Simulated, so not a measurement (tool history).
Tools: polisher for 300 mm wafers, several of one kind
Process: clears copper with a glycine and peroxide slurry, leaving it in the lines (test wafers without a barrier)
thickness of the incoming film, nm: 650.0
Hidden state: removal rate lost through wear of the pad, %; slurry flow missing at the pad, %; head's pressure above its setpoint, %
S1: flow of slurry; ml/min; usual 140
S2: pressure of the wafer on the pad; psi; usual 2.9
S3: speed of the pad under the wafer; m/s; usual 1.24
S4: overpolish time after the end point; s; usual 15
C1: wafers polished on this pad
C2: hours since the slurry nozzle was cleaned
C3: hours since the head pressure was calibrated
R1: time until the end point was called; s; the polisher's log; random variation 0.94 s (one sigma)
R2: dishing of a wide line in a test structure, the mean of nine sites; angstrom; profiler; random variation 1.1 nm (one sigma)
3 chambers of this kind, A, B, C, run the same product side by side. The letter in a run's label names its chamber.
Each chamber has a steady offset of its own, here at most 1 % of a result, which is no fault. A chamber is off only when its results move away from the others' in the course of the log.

run	day	S1	S2	S3	S4	C1	C2	C3	R1	R2
1B	0.429	140	2.9	1.24	15	463	46.7	843.5	110.63	563.02
2A	0.871	140	2.9	1.24	15	935	260	276.3	107.39	552.15
3C	1.292	140	2.9	1.24	15	1256	277.6	811.3	109.3	557.05
4B	1.517	140	2.9	1.24	15	632	72.8	869.6	110.01	566.32
# day 1.546: chamber C: worn pad replaced by a new one
# day 1.742: chamber A: worn pad replaced by a new one
5C	1.946	140	2.9	1.24	15	62	293.3	827	110.21	558.63
6A	2.283	140	2.9	1.24	15	84	293.9	310.2	109.04	543.47
7C	2.558	125	2.9	1.24	15	157	308	841.7	110.36	546.26
8A	2.879	125	2.9	1.24	15	176	308.2	324.5	110.25	525.07
9B	3.312	125	2.9	1.24	15	911	115.9	912.7	112.32	533.78
10C	3.629	140	2.9	1.24	15	324	333.7	867.4	108.39	553.91
11B	4.05	120	3.4	1.24	15	1026	133.6	930.4	98.88	639.58
# day 4.167: chamber B: worn pad replaced by a new one
12A	4.321	120	3.4	1.24	15	400	342.8	359.1	99.297	596.15
13B	4.596	120	3.4	1.24	15	66	146.7	943.5	96.492	599.86
# day 4.9: chamber C: slurry nozzle cleaned
14A	5.017	140	2.9	1.24	15	508	359.5	375.8	107.92	571.2
15C	5.483	140	2.9	1.24	15	612	14	911.9	108.12	570.34
16B	5.754	140	2.9	1.24	15	246	174.5	971.3	106.44	567.46
17A	6.15	140	2.9	1.24	15	684	386.7	403	107.17	567.61
18C	6.542	140	2.9	1.24	15	776	39.4	937.3	109.72	563.79
19B	6.896	140	2.9	1.24	15	423	201.9	998.7	105.45	570.74
# day 6.988: chamber B: slurry nozzle cleaned
20C	7.196	140	2.9	1.24	15	878	55.1	953	106.06	554.53
21A	7.55	140	2.9	1.24	15	902	420.3	436.6	110.06	551.24
22A	7.946	140	2.9	1.24	15	963	429.8	446.1	108.25	539.79
23B	8.417	140	2.9	1.24	15	660	34.4	1035.2	101.58	575.34
24C	8.804	140	2.9	1.24	15	1127	93.7	991.6	108.21	570.56
# day 8.938: chamber A: worn pad replaced by a new one
25C	9.038	140	2.9	1.24	15	1164	99.3	997.2	111.39	549.31
26B	9.375	140	2.9	1.24	15	808	57.4	1058.2	101.37	609.67
27A	9.729	140	2.9	1.24	15	122	472.6	488.9	108.75	539.62

Is one chamber off against the others, does the gauge drift, or is nothing wrong? If a chamber is off, say which, and what the likeliest cause is.

Chamber B drifts away from the others.
Cause: head's pressure above its setpoint, % = 10.4.

Here are 4 candidates for chamber B's next run, each the usual settings with a change, their results left as question marks. Which one brings its results back in line with what the others give on the usual settings?
In line means no further than this from the other chambers' mean on the usual settings: R1 3.3 s; R2 38 angstrom
28B-1	10.071	140	3.1	1.34	16				?	?
28B-2	10.071	140	2.7	1.14	15				?	?
28B-3	10.071	140	3	1.3	15				?	?
28B-4	10.071	140	2.8	1.18	15				?	?

The other chambers' mean on the usual settings: R1 108.66 s; R2 553.16 angstrom
run	R1	R2
28B-1	88.989	682.65
28B-2	115.34	535.28
28B-3	94.06	625.72
28B-4	108.58	561.27
28B-4 brings the chamber back in line.

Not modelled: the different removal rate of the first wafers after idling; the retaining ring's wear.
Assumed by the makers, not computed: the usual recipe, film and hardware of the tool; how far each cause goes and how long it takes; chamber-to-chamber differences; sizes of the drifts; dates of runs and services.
